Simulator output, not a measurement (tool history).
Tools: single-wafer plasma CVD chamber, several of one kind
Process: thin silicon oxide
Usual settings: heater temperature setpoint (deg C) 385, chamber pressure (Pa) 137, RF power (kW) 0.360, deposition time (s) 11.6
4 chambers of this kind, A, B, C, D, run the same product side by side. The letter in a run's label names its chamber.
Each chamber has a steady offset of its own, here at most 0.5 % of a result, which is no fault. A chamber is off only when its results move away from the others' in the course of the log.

| run | day | heater temperature setpoint (deg C) | chamber pressure (Pa) | RF power (kW) | deposition time (s) | read-back reference wafer on the same gauge, thickness_nm | mean film thickness on the monitor wafer (Å) |
|---|---|---|---|---|---|---|---|
| 1C | 0.233 | 385 | 137 | 0.360 | 11.6 | 29.898 | 286.03 |
| 2D | 0.396 | 385 | 137 | 0.360 | 11.6 | 29.910 | 284.62 |
| 3A | 0.704 | 385 | 137 | 0.360 | 11.6 | 29.900 | 283.52 |
| 4B | 0.858 | 385 | 137 | 0.360 | 11.6 | 29.905 | 282.12 |
| 5D | 1.108 | 385 | 137 | 0.360 | 11.6 | 29.918 | 284.19 |
| 6A | 1.258 | 385 | 137 | 0.320 | 12.4 | 29.880 | 291.46 |
| 7C | 1.529 | 385 | 137 | 0.320 | 12.4 | 29.870 | 289.40 |
| 8B | 1.700 | 385 | 137 | 0.320 | 12.4 | 29.897 | 288.64 |
| 9B | 1.983 | 385 | 137 | 0.320 | 12.4 | 29.904 | 289.11 |
| 10C | 2.300 | 385 | 137 | 0.360 | 11.6 | 29.902 | 284.10 |
| 11A | 2.471 | 385 | 137 | 0.360 | 11.6 | 29.916 | 284.08 |
| 12D | 2.771 | 385 | 137 | 0.360 | 11.6 | 29.894 | 283.33 |
|  | 2.954 | chamber D: RF generator calibrated |
| 13C | 3.050 | 385 | 137 | 0.360 | 11.6 | 29.908 | 284.77 |
| 14A | 3.288 | 385 | 137 | 0.360 | 11.6 | 29.894 | 285.35 |
| 15B | 3.558 | 385 | 137 | 0.360 | 11.6 | 29.890 | 284.88 |
| 16D | 3.700 | 385 | 137 | 0.360 | 11.6 | 29.907 | 283.72 |
| 17A | 3.892 | 385 | 137 | 0.360 | 11.6 | 29.920 | 284.84 |
| 18D | 4.129 | 385 | 137 | 0.360 | 13.8 | 29.886 | 339.44 |
| 19B | 4.329 | 385 | 137 | 0.360 | 13.8 | 29.895 | 337.49 |
| 20C | 4.562 | 385 | 137 | 0.360 | 13.8 | 29.900 | 337.27 |
| 21B | 4.817 | 385 | 137 | 0.360 | 13.8 | 29.881 | 337.89 |
| 22D | 5.117 | 385 | 137 | 0.360 | 11.6 | 29.909 | 284.40 |
|  | 5.192 | chamber A: thermocouple changed; heater temperature recalibrated |
| 23C | 5.404 | 385 | 137 | 0.360 | 11.6 | 29.896 | 283.60 |
| 24A | 5.654 | 385 | 137 | 0.360 | 11.6 | 29.904 | 284.38 |
| 25D | 5.912 | 385 | 137 | 0.360 | 11.6 | 29.880 | 285.53 |
| 26B | 6.179 | 374 | 137 | 0.360 | 11.6 | 29.891 | 284.81 |
| 27C | 6.346 | 374 | 137 | 0.360 | 11.6 | 29.899 | 284.91 |
| 28A | 6.567 | 374 | 137 | 0.360 | 11.6 | 29.932 | 288.05 |
| 29D | 6.883 | 374 | 137 | 0.360 | 11.6 | 29.904 | 287.86 |
| 30B | 7.138 | 385 | 137 | 0.360 | 11.6 | 29.903 | 283.73 |

All 4 chambers run these settings next. Forecast each chamber's results:
| 31A | 7.367 | 385 | 137 | 0.360 | 13.4 |  | ? |
| 31B | 7.367 | 385 | 137 | 0.360 | 13.4 |  | ? |
| 31C | 7.367 | 385 | 137 | 0.360 | 13.4 |  | ? |
| 31D | 7.367 | 385 | 137 | 0.360 | 13.4 |  | ? |

| run | mean film thickness on the monitor wafer (Å) |
|---|---|
| 31A | 330.47 |
| 31B | 328.44 |
| 31C | 329.47 |
| 31D | 328.59 |
